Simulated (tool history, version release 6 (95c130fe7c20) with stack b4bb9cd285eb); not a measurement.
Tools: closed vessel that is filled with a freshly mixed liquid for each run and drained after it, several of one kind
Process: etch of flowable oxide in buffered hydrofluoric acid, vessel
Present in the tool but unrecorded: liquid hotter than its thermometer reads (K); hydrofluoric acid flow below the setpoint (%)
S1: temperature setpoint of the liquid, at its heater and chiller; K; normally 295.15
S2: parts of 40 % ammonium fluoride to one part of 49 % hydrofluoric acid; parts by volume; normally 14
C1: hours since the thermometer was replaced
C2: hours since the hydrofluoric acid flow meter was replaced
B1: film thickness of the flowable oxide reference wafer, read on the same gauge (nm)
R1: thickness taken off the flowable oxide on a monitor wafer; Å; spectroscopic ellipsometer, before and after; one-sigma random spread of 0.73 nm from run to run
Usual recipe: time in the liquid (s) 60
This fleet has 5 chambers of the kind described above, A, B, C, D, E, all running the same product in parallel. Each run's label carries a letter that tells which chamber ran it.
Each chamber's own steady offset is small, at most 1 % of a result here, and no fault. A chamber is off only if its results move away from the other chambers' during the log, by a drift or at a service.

{"run": "1A", "hour": 5.6, "S1": 295.15, "S2": 14, "time in the liquid (s)": 60, "C1": 1496.5, "C2": 764.9, "B1": 60.0, "R1": 1901.7}
{"run": "2C", "hour": 11.0, "S1": 295.15, "S2": 14, "time in the liquid (s)": 60, "C1": 1941.2, "C2": 767.8, "B1": 60.023, "R1": 1917.3}
{"run": "3D", "hour": 14.3, "S1": 295.15, "S2": 14, "time in the liquid (s)": 60, "C1": 1286.7, "C2": 588.6, "B1": 60.02, "R1": 1923.7}
{"hour": 16.4, "done": "chamber C: hydrofluoric acid flow meter replaced"}
{"run": "4B", "hour": 17.7, "S1": 295.15, "S2": 14, "time in the liquid (s)": 60, "C1": 1541.7, "C2": 822.1, "B1": 59.984, "R1": 1914.5}
{"run": "5E", "hour": 22.3, "S1": 295.15, "S2": 11, "time in the liquid (s)": 60, "C1": 1477.2, "C2": 700.2, "B1": 59.98, "R1": 2399.4}
{"run": "6A", "hour": 26.2, "S1": 295.15, "S2": 11, "time in the liquid (s)": 60, "C1": 1517.1, "C2": 785.5, "B1": 60.0, "R1": 2418.3}
{"run": "7B", "hour": 30.4, "S1": 295.15, "S2": 11, "time in the liquid (s)": 60, "C1": 1554.4, "C2": 834.8, "B1": 60.003, "R1": 2403.8}
{"run": "8C", "hour": 35.5, "S1": 295.15, "S2": 11, "time in the liquid (s)": 60, "C1": 1965.7, "C2": 19.2, "B1": 60.008, "R1": 2411.7}
{"run": "9E", "hour": 40.1, "S1": 295.15, "S2": 11, "time in the liquid (s)": 60, "C1": 1495.0, "C2": 718.0, "B1": 60.008, "R1": 2401.3}
{"run": "10D", "hour": 43.8, "S1": 295.15, "S2": 14, "time in the liquid (s)": 60, "C1": 1316.2, "C2": 618.1, "B1": 60.008, "R1": 1915.2}
{"run": "11B", "hour": 47.7, "S1": 295.15, "S2": 14, "time in the liquid (s)": 60, "C1": 1571.7, "C2": 852.1, "B1": 60.008, "R1": 1895.2}
{"hour": 52.2, "done": "chamber D: hydrofluoric acid flow meter replaced"}
{"run": "12D", "hour": 52.6, "S1": 295.15, "S2": 14, "time in the liquid (s)": 60, "C1": 1325.0, "C2": 0.5, "B1": 59.965, "R1": 1912.4}
{"run": "13C", "hour": 56.0, "S1": 295.15, "S2": 14, "time in the liquid (s)": 60, "C1": 1986.2, "C2": 39.7, "B1": 60.048, "R1": 1920.1}
{"run": "14E", "hour": 60.0, "S1": 295.15, "S2": 14, "time in the liquid (s)": 60, "C1": 1514.9, "C2": 737.9, "B1": 60.025, "R1": 1903.4}
{"run": "15A", "hour": 63.5, "S1": 297.15, "S2": 14, "time in the liquid (s)": 60, "C1": 1554.4, "C2": 822.8, "B1": 59.969, "R1": 2126.3}
{"run": "16A", "hour": 67.5, "S1": 297.15, "S2": 14, "time in the liquid (s)": 60, "C1": 1558.4, "C2": 826.8, "B1": 60.016, "R1": 2113.3}
{"run": "17E", "hour": 70.2, "S1": 297.15, "S2": 14, "time in the liquid (s)": 60, "C1": 1525.1, "C2": 748.1, "B1": 60.012, "R1": 2095.7}
{"run": "18C", "hour": 75.7, "S1": 297.15, "S2": 14, "time in the liquid (s)": 60, "C1": 2005.9, "C2": 59.4, "B1": 59.97, "R1": 2140.8}
{"run": "19D", "hour": 78.9, "S1": 297.15, "S2": 14, "time in the liquid (s)": 60, "C1": 1351.3, "C2": 26.8, "B1": 60.017, "R1": 2146.2}
{"run": "20B", "hour": 83.9, "S1": 295.15, "S2": 14, "time in the liquid (s)": 60, "C1": 1607.9, "C2": 888.3, "B1": 59.998, "R1": 1899.4}
{"run": "21C", "hour": 86.6, "S1": 295.15, "S2": 14, "time in the liquid (s)": 60, "C1": 2016.8, "C2": 70.3, "B1": 60.032, "R1": 1904.2}
{"run": "22A", "hour": 89.3, "S1": 295.15, "S2": 14, "time in the liquid (s)": 60, "C1": 1580.2, "C2": 848.6, "B1": 60.02, "R1": 1907.9}
{"run": "23B", "hour": 93.4, "S1": 295.15, "S2": 14, "time in the liquid (s)": 60, "C1": 1617.4, "C2": 897.8, "B1": 59.977, "R1": 1899.1}
{"run": "24E", "hour": 99.1, "S1": 295.15, "S2": 14, "time in the liquid (s)": 80, "C1": 1554.0, "C2": 777.0, "B1": 60.026, "R1": 2530.4}
{"run": "25D", "hour": 103.0, "S1": 295.15, "S2": 14, "time in the liquid (s)": 80, "C1": 1375.4, "C2": 50.9, "B1": 59.981, "R1": 2566.5}
{"run": "26A", "hour": 108.2, "S1": 295.15, "S2": 14, "time in the liquid (s)": 80, "C1": 1599.1, "C2": 867.5, "B1": 59.978, "R1": 2531.9}
{"run": "27D", "hour": 111.6, "S1": 295.15, "S2": 14, "time in the liquid (s)": 80, "C1": 1384.0, "C2": 59.5, "B1": 59.977, "R1": 2550.8}
{"run": "28B", "hour": 116.4, "S1": 295.15, "S2": 14, "time in the liquid (s)": 80, "C1": 1640.4, "C2": 920.8, "B1": 60.017, "R1": 2543.1}
{"run": "29C", "hour": 119.5, "S1": 300.15, "S2": 14, "time in the liquid (s)": 75, "C1": 2049.7, "C2": 103.2, "B1": 59.993, "R1": 3147.1}
{"run": "30E", "hour": 122.5, "S1": 300.15, "S2": 14, "time in the liquid (s)": 75, "C1": 1577.4, "C2": 800.4, "B1": 59.981, "R1": 3101.7}
{"run": "31C", "hour": 127.7, "S1": 300.15, "S2": 14, "time in the liquid (s)": 75, "C1": 2057.9, "C2": 111.4, "B1": 59.993, "R1": 3147.3}
{"run": "32B", "hour": 131.8, "S1": 300.15, "S2": 14, "time in the liquid (s)": 75, "C1": 1655.8, "C2": 936.2, "B1": 59.996, "R1": 3122.6}
{"run": "33E", "hour": 136.1, "S1": 300.15, "S2": 14, "time in the liquid (s)": 75, "C1": 1591.0, "C2": 814.0, "B1": 60.005, "R1": 3100.3}
{"run": "34A", "hour": 138.8, "S1": 295.15, "S2": 14, "time in the liquid (s)": 60, "C1": 1629.7, "C2": 898.1, "B1": 60.009, "R1": 1911.5}
{"run": "35D", "hour": 142.4, "S1": 295.15, "S2": 14, "time in the liquid (s)": 60, "C1": 1414.8, "C2": 90.3, "B1": 60.014, "R1": 1923.0}

Is one chamber off against the others, does the gauge drift, or is nothing wrong? If a chamber is off, say which, and what the likeliest cause is.

Beyond each chamber's small constant offset nothing stands out, and the gauge stays steady.
